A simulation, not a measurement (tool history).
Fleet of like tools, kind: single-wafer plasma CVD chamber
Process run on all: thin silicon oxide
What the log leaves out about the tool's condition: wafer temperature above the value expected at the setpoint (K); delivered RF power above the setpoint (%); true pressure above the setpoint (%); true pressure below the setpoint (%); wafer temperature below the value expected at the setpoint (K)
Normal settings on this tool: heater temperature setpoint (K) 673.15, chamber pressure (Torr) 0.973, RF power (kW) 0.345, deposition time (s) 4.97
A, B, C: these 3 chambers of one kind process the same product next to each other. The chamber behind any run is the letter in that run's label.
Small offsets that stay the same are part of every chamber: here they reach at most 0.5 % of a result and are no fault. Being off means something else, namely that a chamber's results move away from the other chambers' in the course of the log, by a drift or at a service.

run,hour,heater temperature setpoint (K),chamber pressure (Torr),RF power (kW),deposition time (s),hours since the last thermocouple change,hours since the last RF generator calibration,hours since the last manometer calibration,"read-back reference wafer on the same gauge, thickness_nm",mean film thickness on the monitor wafer (nm)
1C,9.3,673.15,0.973,0.345,4.97,345.4,282.6,1423.2,11.984,11.5070
2A,20.0,673.15,0.973,0.345,4.97,729.7,537.2,1014.7,11.995,11.4350
3B,28.5,673.15,0.973,0.345,4.97,480.5,1191.2,1291.1,11.995,11.3490
4B,35.4,673.15,0.973,0.345,4.97,487.4,1198.1,1298.0,11.999,11.3140
5A,41.6,673.15,0.973,0.345,4.97,751.3,558.8,1036.3,12.009,11.4270
6C,52.7,673.15,0.973,0.345,4.97,388.8,326.0,1466.6,11.991,11.4380
7C,60.0,673.15,0.883,0.345,4.97,396.1,333.3,1473.9,12.005,10.4750
8B,68.5,673.15,0.883,0.345,4.97,520.5,1231.2,1331.1,11.996,10.4650
9A,76.0,673.15,0.883,0.345,4.97,785.7,593.2,1070.7,12.002,10.5570
10B,86.7,673.15,0.973,0.345,4.97,538.7,1249.4,1349.3,11.996,11.3340
11A,93.4,673.15,0.973,0.345,4.97,803.1,610.6,1088.1,11.983,11.4310
12C,102.9,673.15,0.973,0.345,4.27,439.0,376.2,1516.8,11.999,9.7954
13B,113.8,673.15,0.973,0.345,4.27,565.8,1276.5,1376.4,11.979,9.8358
14C,122.7,673.15,0.973,0.345,4.27,458.8,396.0,1536.6,12.002,9.8091
15A,131.1,673.15,0.973,0.345,4.97,840.8,648.3,1125.8,11.982,11.3980
16B,140.4,673.15,0.973,0.345,4.97,592.4,1303.1,1403.0,12.011,11.4970
17C,147.2,673.15,0.973,0.345,4.97,483.3,420.5,1561.1,11.998,11.4610
18A,158.3,673.15,0.973,0.345,4.97,868.0,675.5,1153.0,12.009,11.3390
19B,165.9,673.15,0.973,0.345,4.97,617.9,1328.6,1428.5,12.009,11.2960
# hour 167.4: chamber A: capacitance manometer re-zeroed and calibrated
20A,172.1,673.15,0.973,0.345,4.97,881.8,689.3,4.7,11.998,11.8630
21C,184.5,673.15,1.113,0.345,4.17,520.6,457.8,1598.4,11.994,10.6100
22C,196.6,673.15,1.113,0.345,4.17,532.7,469.9,1610.5,11.995,10.5670
23B,205.5,673.15,1.113,0.345,4.17,657.5,1368.2,1468.1,11.989,10.4180
# hour 209.9: chamber B: RF generator calibrated
24A,215.0,673.15,0.973,0.345,4.97,924.7,732.2,47.6,12.001,11.8770
25A,223.4,673.15,0.973,0.345,4.97,933.1,740.6,56.0,11.998,11.9250
# hour 223.7: chamber C: capacitance manometer re-zeroed and calibrated
26B,236.4,673.15,0.973,0.345,4.97,688.4,26.6,1499.0,11.995,11.3780
27C,245.7,673.15,0.973,0.345,4.97,581.8,519.0,22.1,11.999,11.4250
28B,253.6,686.15,0.973,0.405,4.97,705.6,43.8,1516.2,12.001,11.9520
29A,260.5,686.15,0.973,0.405,4.97,970.2,777.7,93.1,12.005,12.4640
30C,268.8,686.15,0.973,0.405,4.97,604.9,542.1,45.2,11.978,12.0900
31B,280.8,673.15,0.973,0.345,4.97,732.8,71.0,1543.4,12.013,11.4300
32C,291.6,673.15,0.973,0.345,4.97,627.7,564.9,68.0,12.015,11.4850
33A,298.3,673.15,0.973,0.345,4.97,1008.0,815.5,130.9,12.011,11.9130
34A,305.3,673.15,0.973,0.345,4.97,1015.0,822.5,137.9,12.005,11.8310
35C,315.5,673.15,0.973,0.345,4.97,651.6,588.8,91.9,11.996,11.4500
36B,325.3,673.15,0.973,0.345,4.97,777.3,115.5,1587.9,11.992,11.3350
37A,333.5,673.15,0.873,0.345,4.97,1043.2,850.7,166.1,12.001,10.8580
38B,343.8,673.15,0.873,0.345,4.97,795.8,134.0,1606.4,11.991,10.3980
39C,355.7,673.15,0.873,0.345,4.97,691.8,629.0,132.1,12.001,10.4780
40A,367.6,673.15,0.973,0.345,4.97,1077.3,884.8,200.2,11.999,11.8170
41B,376.4,673.15,1.097,0.345,4.97,828.4,166.6,1639.0,11.997,12.3430
42C,382.6,673.15,1.097,0.345,4.97,718.7,655.9,159.0,11.990,12.3850

Next, all 3 chambers run the settings below, one line each with question marks for the results. What does each chamber give?
43A,392.1,673.15,0.973,0.345,4.97,,,,,?
43B,392.1,673.15,0.973,0.345,4.97,,,,,?
43C,392.1,673.15,0.973,0.345,4.97,,,,,?

run,mean film thickness on the monitor wafer (nm)
43A,11.8690
43B,11.4650
43C,11.5490

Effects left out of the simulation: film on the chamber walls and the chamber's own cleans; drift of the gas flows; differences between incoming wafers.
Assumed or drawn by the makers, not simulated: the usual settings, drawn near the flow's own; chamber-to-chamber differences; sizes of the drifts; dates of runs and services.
